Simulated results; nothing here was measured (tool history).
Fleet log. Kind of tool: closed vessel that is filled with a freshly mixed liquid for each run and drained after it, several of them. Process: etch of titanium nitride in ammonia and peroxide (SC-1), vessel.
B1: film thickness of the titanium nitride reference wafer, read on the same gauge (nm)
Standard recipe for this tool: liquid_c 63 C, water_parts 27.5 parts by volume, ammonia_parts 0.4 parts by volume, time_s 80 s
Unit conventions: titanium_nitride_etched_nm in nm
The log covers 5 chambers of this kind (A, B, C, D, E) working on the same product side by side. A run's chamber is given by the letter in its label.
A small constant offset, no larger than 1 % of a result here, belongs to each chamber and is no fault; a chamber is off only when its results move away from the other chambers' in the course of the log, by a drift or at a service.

run 1E hour=7.2 | liquid_c=63 water_parts=27.5 ammonia_parts=0.4 time_s=80 | B1=69.997 | titanium_nitride_etched_nm=7.0572
run 2B hour=20.9 | liquid_c=63 water_parts=27.5 ammonia_parts=0.4 time_s=80 | B1=70 | titanium_nitride_etched_nm=7.0899
run 3C hour=27.3 | liquid_c=63 water_parts=27.5 ammonia_parts=0.4 time_s=80 | B1=69.987 | titanium_nitride_etched_nm=7.194
run 4D hour=35.7 | liquid_c=63 water_parts=27.5 ammonia_parts=0.4 time_s=80 | B1=69.998 | titanium_nitride_etched_nm=7.1121
run 5A hour=45.1 | liquid_c=63 water_parts=27.5 ammonia_parts=0.4 time_s=80 | B1=69.998 | titanium_nitride_etched_nm=7.1335
run 6C hour=57.1 | liquid_c=63 water_parts=27.5 ammonia_parts=0.4 time_s=80 | B1=70.009 | titanium_nitride_etched_nm=7.0981
run 7A hour=65.4 | liquid_c=63 water_parts=27.5 ammonia_parts=0.4 time_s=80 | B1=70.006 | titanium_nitride_etched_nm=7.0427
run 8B hour=72.1 | liquid_c=63 water_parts=27.5 ammonia_parts=0.4 time_s=80 | B1=70 | titanium_nitride_etched_nm=7.139
run 9D hour=84.1 | liquid_c=70 water_parts=41 ammonia_parts=0.4 time_s=80 | B1=70.015 | titanium_nitride_etched_nm=8.792
run 10E hour=92.8 | liquid_c=70 water_parts=41 ammonia_parts=0.4 time_s=80 | B1=69.996 | titanium_nitride_etched_nm=8.6344
run 11A hour=101.3 | liquid_c=70 water_parts=41 ammonia_parts=0.4 time_s=80 | B1=69.978 | titanium_nitride_etched_nm=8.806
-- hour=108.4 chamber E: ammonia flow meter replaced
run 12B hour=115 | liquid_c=70 water_parts=41 ammonia_parts=0.4 time_s=80 | B1=70.014 | titanium_nitride_etched_nm=8.8682
run 13E hour=122.4 | liquid_c=70 water_parts=41 ammonia_parts=0.4 time_s=80 | B1=69.991 | titanium_nitride_etched_nm=8.763
-- hour=128 chamber A: new drum of ammonia solution connected
run 14C hour=133.8 | liquid_c=63 water_parts=27.5 ammonia_parts=0.4 time_s=80 | B1=69.983 | titanium_nitride_etched_nm=7.0986
run 15D hour=140.6 | liquid_c=63 water_parts=27.5 ammonia_parts=0.4 time_s=80 | B1=70.002 | titanium_nitride_etched_nm=6.9206
run 16A hour=146.6 | liquid_c=63 water_parts=27.5 ammonia_parts=0.4 time_s=80 | B1=70.007 | titanium_nitride_etched_nm=7.1329
run 17C hour=154.6 | liquid_c=63 water_parts=27.5 ammonia_parts=0.4 time_s=80 | B1=69.996 | titanium_nitride_etched_nm=7.13
-- hour=157.2 chamber D: new drum of ammonia solution connected
run 18D hour=164.4 | liquid_c=63 water_parts=27.5 ammonia_parts=0.4 time_s=80 | B1=70.002 | titanium_nitride_etched_nm=6.8415
run 19E hour=174.1 | liquid_c=63 water_parts=27.5 ammonia_parts=0.4 time_s=80 | B1=69.991 | titanium_nitride_etched_nm=6.9915
run 20B hour=182.1 | liquid_c=63 water_parts=27.5 ammonia_parts=0.4 time_s=80 | B1=69.994 | titanium_nitride_etched_nm=7.1123
run 21E hour=192.5 | liquid_c=70 water_parts=27.5 ammonia_parts=0.4 time_s=80 | B1=70.011 | titanium_nitride_etched_nm=10.933
run 22A hour=203.2 | liquid_c=70 water_parts=27.5 ammonia_parts=0.4 time_s=80 | B1=69.99 | titanium_nitride_etched_nm=11.043
run 23D hour=215.7 | liquid_c=70 water_parts=27.5 ammonia_parts=0.4 time_s=80 | B1=70.001 | titanium_nitride_etched_nm=10.547
run 24B hour=225.2 | liquid_c=70 water_parts=27.5 ammonia_parts=0.4 time_s=80 | B1=70.008 | titanium_nitride_etched_nm=11.254
run 25C hour=233.7 | liquid_c=70 water_parts=27.5 ammonia_parts=0.4 time_s=80 | B1=70.014 | titanium_nitride_etched_nm=10.996
run 26C hour=239.6 | liquid_c=63 water_parts=27.5 ammonia_parts=0.4 time_s=80 | B1=70.009 | titanium_nitride_etched_nm=7.1915
run 27D hour=247.5 | liquid_c=63 water_parts=27.5 ammonia_parts=0.4 time_s=80 | B1=70.012 | titanium_nitride_etched_nm=6.7338
run 28B hour=253.9 | liquid_c=63 water_parts=27.5 ammonia_parts=0.4 time_s=80 | B1=70.01 | titanium_nitride_etched_nm=7.1376
run 29A hour=263.3 | liquid_c=63 water_parts=27.5 ammonia_parts=0.4 time_s=80 | B1=70.01 | titanium_nitride_etched_nm=7.1189
-- hour=266.2 chamber B: thermometer replaced
run 30E hour=269.8 | liquid_c=63 water_parts=27.5 ammonia_parts=0.4 time_s=80 | B1=70.003 | titanium_nitride_etched_nm=7.0759
run 31C hour=276 | liquid_c=63 water_parts=27.5 ammonia_parts=0.4 time_s=80 | B1=69.993 | titanium_nitride_etched_nm=7.101
run 32D hour=286.1 | liquid_c=63 water_parts=27.5 ammonia_parts=0.4 time_s=80 | B1=69.986 | titanium_nitride_etched_nm=6.6639
run 33A hour=292.5 | liquid_c=63 water_parts=27.5 ammonia_parts=0.4 time_s=80 | B1=69.994 | titanium_nitride_etched_nm=7.018
run 34B hour=301.4 | liquid_c=63 water_parts=27.5 ammonia_parts=0.4 time_s=80 | B1=69.997 | titanium_nitride_etched_nm=7.0611
run 35E hour=312 | liquid_c=63 water_parts=27.5 ammonia_parts=0.4 time_s=80 | B1=70.011 | titanium_nitride_etched_nm=7.0286
run 36C hour=323.7 | liquid_c=63 water_parts=27.5 ammonia_parts=0.4 time_s=80 | B1=70.017 | titanium_nitride_etched_nm=7.1327
run 37A hour=333.5 | liquid_c=63 water_parts=27.5 ammonia_parts=0.4 time_s=80 | B1=70.01 | titanium_nitride_etched_nm=7.1435
run 38B hour=339.6 | liquid_c=63 water_parts=27.5 ammonia_parts=0.4 time_s=80 | B1=70.011 | titanium_nitride_etched_nm=7.1186
-- hour=343.7 chamber C: new drum of ammonia solution connected
run 39E hour=345.7 | liquid_c=63 water_parts=27.5 ammonia_parts=0.4 time_s=80 | B1=69.992 | titanium_nitride_etched_nm=7.0461
run 40D hour=353.2 | liquid_c=63 water_parts=27.5 ammonia_parts=0.4 time_s=80 | B1=69.989 | titanium_nitride_etched_nm=6.5151
run 41C hour=366.1 | liquid_c=63 water_parts=27.5 ammonia_parts=0.4 time_s=80 | B1=70.003 | titanium_nitride_etched_nm=7.0614
run 42D hour=378.9 | liquid_c=63 water_parts=27.5 ammonia_parts=0.4 time_s=80 | B1=70.004 | titanium_nitride_etched_nm=6.5277

Has any chamber moved away from the others, gradually or after a service, or does the common gauge drift, or do the chambers differ only by their own small steady offsets? State the chamber and the most likely cause if one applies.

One chamber, D, drifts off from the rest bit by bit.
Likeliest cause: liquid colder than its thermometer reads (K) = 1.32.

Chamber D could run next with any of the 4 candidate recipes listed below; each alters the usual settings, and their results appear as question marks. Which one brings its results back in line with what the other chambers deliver on the usual settings?
To be in line, a result may differ from the other chambers' mean on the usual settings by at most: titanium_nitride_etched_nm 0.17 nm
run 43D-1 hour=388.7 | liquid_c=63 water_parts=23.5 ammonia_parts=0.4 time_s=80 | titanium_nitride_etched_nm=?
run 43D-2 hour=388.7 | liquid_c=63 water_parts=27.5 ammonia_parts=0.2 time_s=80 | titanium_nitride_etched_nm=?
run 43D-3 hour=388.7 | liquid_c=63 water_parts=28.5 ammonia_parts=0.4 time_s=75 | titanium_nitride_etched_nm=?
run 43D-4 hour=388.7 | liquid_c=63 water_parts=21.5 ammonia_parts=0.4 time_s=80 | titanium_nitride_etched_nm=?

Usual-settings mean across the other chambers: titanium_nitride_etched_nm 7.0796 nm
run=43D-1 titanium_nitride_etched_nm=7.1217
run=43D-2 titanium_nitride_etched_nm=5.7139
run=43D-3 titanium_nitride_etched_nm=5.9873
run=43D-4 titanium_nitride_etched_nm=7.4854
43D-1 brings the chamber back in line.
